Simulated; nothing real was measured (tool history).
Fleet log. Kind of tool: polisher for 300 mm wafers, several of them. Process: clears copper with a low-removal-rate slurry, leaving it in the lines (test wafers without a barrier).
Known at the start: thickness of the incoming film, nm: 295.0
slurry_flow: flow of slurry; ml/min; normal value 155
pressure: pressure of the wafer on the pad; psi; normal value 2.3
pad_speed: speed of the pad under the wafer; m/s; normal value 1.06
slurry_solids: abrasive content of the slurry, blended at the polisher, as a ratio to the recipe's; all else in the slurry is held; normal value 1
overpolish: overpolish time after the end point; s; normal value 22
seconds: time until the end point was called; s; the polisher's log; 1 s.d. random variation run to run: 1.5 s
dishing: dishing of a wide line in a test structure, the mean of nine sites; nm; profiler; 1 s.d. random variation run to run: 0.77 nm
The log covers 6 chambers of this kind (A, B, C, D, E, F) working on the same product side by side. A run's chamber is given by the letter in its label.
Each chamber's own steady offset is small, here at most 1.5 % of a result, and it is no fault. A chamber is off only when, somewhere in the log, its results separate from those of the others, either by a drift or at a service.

run,hour,slurry_flow,pressure,pad_speed,slurry_solids,overpolish,wafers polished on this pad,hours since the slurry nozzle was cleaned,hours since the head pressure was calibrated,hours since the slurry blender was calibrated,seconds,dishing
# hour 1.0: chamber D: worn pad replaced by a new one
# hour 6.1: chamber F: slurry nozzle cleaned
1B,7.0,155,2.3,1.06,1,22,528,185.4,1227.5,231.7,109.060,37.805
# hour 8.3: chamber A: slurry blender recalibrated
2E,15.6,155,2.3,1.06,1,22,899,411.1,138.9,56.8,110.020,37.482
# hour 17.7: chamber E: worn pad replaced by a new one
3A,23.3,155,2.3,1.06,1,22,402,325.0,293.1,15.1,112.260,38.476
4C,39.1,155,2.3,1.06,1,22,709,183.8,808.3,110.8,109.840,39.192
# hour 44.9: chamber C: worn pad replaced by a new one
# hour 48.3: chamber F: worn pad replaced by a new one
5D,53.6,155,1.6,1.06,1,22,464,670.2,161.0,65.8,161.510,27.566
6F,65.7,155,1.6,1.06,1,22,154,59.7,96.7,165.9,156.800,28.986
# hour 69.7: chamber F: slurry blender recalibrated
# hour 73.0: chamber B: worn pad replaced by a new one
7C,78.8,155,1.6,1.06,1,22,299,223.5,848.0,150.5,157.760,27.516
# hour 90.4: chamber B: slurry nozzle cleaned
8F,92.9,155,1.6,1.06,1,22,394,86.9,123.9,23.3,158.920,28.016
9E,101.2,155,1.6,1.06,1,22,737,496.7,224.5,142.4,153.310,28.087
# hour 105.0: chamber A: worn pad replaced by a new one
10B,112.0,155,1.6,1.06,1,22,345,21.6,1332.5,336.7,158.300,27.530
# hour 117.8: chamber E: worn pad replaced by a new one
11A,122.3,155,2.3,1.06,1,22,152,424.0,392.1,114.1,112.990,39.015
12D,129.5,155,2.3,1.06,1,22,1135,746.1,236.9,141.7,110.760,38.929
# hour 129.8: chamber C: head pressure recalibrated
# hour 132.3: chamber D: worn pad replaced by a new one
# hour 138.9: chamber C: slurry nozzle cleaned
13A,141.9,155,2.3,1.06,1,22,325,443.6,411.7,133.7,110.380,37.613
# hour 145.8: chamber C: worn pad replaced by a new one
# hour 148.9: chamber D: slurry nozzle cleaned
14C,155.6,155,2.3,1.32,1,31,87,16.7,25.9,227.3,88.889,59.958
15D,164.5,155,2.3,1.32,1,31,285,15.6,271.9,176.7,88.671,57.764
16E,173.0,155,2.3,1.32,1,31,487,568.5,296.3,214.2,87.442,58.941
# hour 183.6: chamber F: worn pad replaced by a new one
17F,187.7,155,2.3,1.32,1,31,36,181.7,218.7,118.1,89.162,60.793
# hour 190.3: chamber B: worn pad replaced by a new one
18B,197.2,155,2.3,1.32,1,31,61,106.8,1417.7,421.9,86.530,57.288
# hour 197.4: chamber E: worn pad replaced by a new one
19E,205.2,155,2.3,1.32,1,31,69,600.7,328.5,246.4,87.655,58.819
# hour 218.2: chamber D: slurry blender recalibrated
20B,219.2,155,2.3,1.06,1,22,255,128.8,1439.7,443.9,114.260,37.534
# hour 220.5: chamber E: head pressure recalibrated
21D,229.3,155,2.3,1.06,1,22,857,80.4,336.7,11.1,110.300,37.460
# hour 233.2: chamber A: worn pad replaced by a new one
22C,236.3,155,2.3,1.06,1,22,799,97.4,106.6,308.0,113.010,38.543
23F,245.5,155,2.3,1.06,1,22,546,239.5,276.5,175.9,110.110,39.244
# hour 250.0: chamber C: worn pad replaced by a new one
24A,253.1,155,2.3,1.06,1,22,175,554.8,522.9,244.9,109.260,36.753
# hour 265.5: chamber D: worn pad replaced by a new one
25A,269.0,155,3.0,1.06,1,22,316,570.7,538.8,260.8,85.722,48.109
# hour 274.3: chamber B: slurry blender recalibrated
26C,278.3,155,3.0,1.06,1,22,250,139.4,148.6,350.0,85.777,47.874
# hour 279.9: chamber E: worn pad replaced by a new one
# hour 281.7: chamber F: slurry blender recalibrated
# hour 286.7: chamber E: slurry nozzle cleaned
27E,291.4,155,3.0,1.06,1,22,101,4.7,71.0,332.6,84.978,47.479
# hour 293.2: chamber B: worn pad replaced by a new one
# hour 298.1: chamber A: slurry nozzle cleaned
# hour 300.0: chamber B: head pressure recalibrated
28D,306.1,155,3.0,1.06,1,22,359,157.2,413.5,87.9,84.566,48.373
29F,319.4,155,3.0,1.06,1,22,1199,313.4,350.4,37.7,84.214,49.870
30B,326.8,155,3.0,1.06,1,22,296,236.4,26.8,52.6,83.676,49.285
# hour 330.6: chamber C: worn pad replaced by a new one
# hour 331.5: chamber F: worn pad replaced by a new one
31D,337.6,155,2.3,1.06,1,22,637,188.7,445.0,119.4,109.660,37.741
# hour 340.1: chamber B: slurry nozzle cleaned
# hour 345.4: chamber A: slurry blender recalibrated
32F,348.6,155,2.3,1.06,1,22,151,342.6,379.6,66.9,106.410,39.376
# hour 359.3: chamber E: slurry blender recalibrated
33E,362.7,155,2.3,1.06,1,22,731,76.0,142.3,3.5,110.470,37.130
# hour 371.2: chamber A: worn pad replaced by a new one
34B,372.3,155,2.3,1.06,1,22,698,32.2,72.3,98.1,111.030,38.599
# hour 372.4: chamber D: worn pad replaced by a new one
# hour 384.5: chamber E: worn pad replaced by a new one
35C,387.2,155,2.3,1.06,1,22,500,248.3,257.5,458.9,115.670,36.220
36A,396.5,155,2.3,1.06,1,22,223,98.4,666.3,51.2,108.220,38.479
37B,404.4,155,2.3,1.06,1,22,982,64.3,104.4,130.2,110.210,38.036
# hour 406.7: chamber C: slurry nozzle cleaned
38F,417.7,155,2.3,1.06,1,22,761,411.7,448.7,136.0,108.060,38.660
39A,430.2,155,2.3,1.06,1,22,521,132.1,700.0,84.9,110.110,37.497
# hour 431.0: chamber C: worn pad replaced by a new one
40C,444.3,155,2.3,1.06,1,22,118,37.6,314.6,516.0,120.810,35.931
41E,454.0,155,2.3,1.06,1,22,614,167.3,233.6,94.8,108.430,39.199
42D,463.4,155,2.3,1.06,1,22,803,314.5,570.8,245.2,109.960,38.921

Predict what each chamber gives when all 6 of them run the settings below next.
43A,474.7,155,2.3,1.06,1,22,,,,,?,?
43B,474.7,155,2.3,1.06,1,22,,,,,?,?
43C,474.7,155,2.3,1.06,1,22,,,,,?,?
43D,474.7,155,2.3,1.06,1,22,,,,,?,?
43E,474.7,155,2.3,1.06,1,22,,,,,?,?
43F,474.7,155,2.3,1.06,1,22,,,,,?,?

run,seconds,dishing
43A,111.710,37.713
43B,107.100,38.048
43C,120.200,35.206
43D,109.850,38.307
43E,109.810,38.734
43F,104.970,40.415
